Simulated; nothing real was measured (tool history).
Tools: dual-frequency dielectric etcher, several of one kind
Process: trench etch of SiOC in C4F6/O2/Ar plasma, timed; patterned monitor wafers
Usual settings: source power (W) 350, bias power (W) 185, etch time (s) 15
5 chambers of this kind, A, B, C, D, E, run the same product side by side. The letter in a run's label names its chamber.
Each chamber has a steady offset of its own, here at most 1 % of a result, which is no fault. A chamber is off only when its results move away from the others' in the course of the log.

run,hour,source power (W),bias power (W),etch time (s),"read-back reference wafer on the same gauge, depth_nm",mean etch depth across the wafer (Å)
1B,10.6,350,185,15,24.603,295.73
2E,23,350,185,15,24.607,298.73
# hour 30.3: chamber D: wet clean of the chamber
3C,36.8,350,185,15,24.604,297.82
4D,45,350,185,15,24.61,299.19
5A,56.2,350,185,11.5,24.613,229.85
# hour 57.7: chamber B: wet clean of the chamber
6D,66,350,185,11.5,24.613,228.84
# hour 70.4: chamber C: wet clean of the chamber
7E,72.4,350,185,11.5,24.616,229.36
8A,81.9,350,185,11.5,24.617,229.85
# hour 88.5: chamber A: wet clean of the chamber
9B,93.9,350,185,11.5,24.632,227.42
10C,102.3,350,185,15,24.623,296.8
11C,109.9,350,185,15,24.628,297.43
12D,120.5,350,185,15,24.629,299.12
13B,130.5,350,185,15,24.622,296.54
14E,137.5,350,185,15,24.638,298.84
15A,144,350,185,15,24.632,299.91
# hour 156.6: chamber E: source power generator calibrated
16E,158.1,350,185,15,24.639,299.3
17C,165.6,350,185,15,24.64,297.57
18B,172.5,350,185,15,24.644,295.89
19A,180.1,350,185,15,24.647,300.83
20D,191.4,350,185,15,24.643,298.89
21A,202.3,350,185,15,24.651,300.42
22D,212.9,350,185,15,24.65,299.19
23C,220.6,310,149,15,24.656,265.21
24E,234,310,149,15,24.666,266.62
25B,248.1,310,149,15,24.662,263.48
26E,254.7,310,149,15,24.664,266.47
27B,265.7,310,149,15,24.666,263.46
28C,274.9,350,185,15,24.666,297.65
29A,282.6,350,168,15,24.67,291.25
30D,289.9,350,168,15,24.673,290.72
31B,299.4,350,168,15,24.671,287.48
32E,307.9,350,168,15,24.672,290.75
33C,318.2,350,168,15,24.684,288.55
34A,328.1,350,185,15,24.677,300.72
# hour 337: chamber E: wet clean of the chamber
35D,337.2,350,185,15,24.684,299.75
36E,347.8,350,185,15,24.69,300.13
37A,354,350,185,15,24.69,300.69
38C,363.6,350,185,15,24.695,298.53
39B,376,350,185,15,24.694,296.56
40D,390.2,350,185,15,24.697,299.61
41A,396.4,350,185,15,24.702,300.6
42D,406.2,350,185,15,24.699,299.69

What goes on in this fleet: one chamber off, a drifting gauge, or nothing beyond the chambers' own small offsets? Name the chamber and the cause, if any.

The gauge drifts, so all chambers seem to drift together. No chamber is off.
Cause: gauge reads high (%) = 0.421.
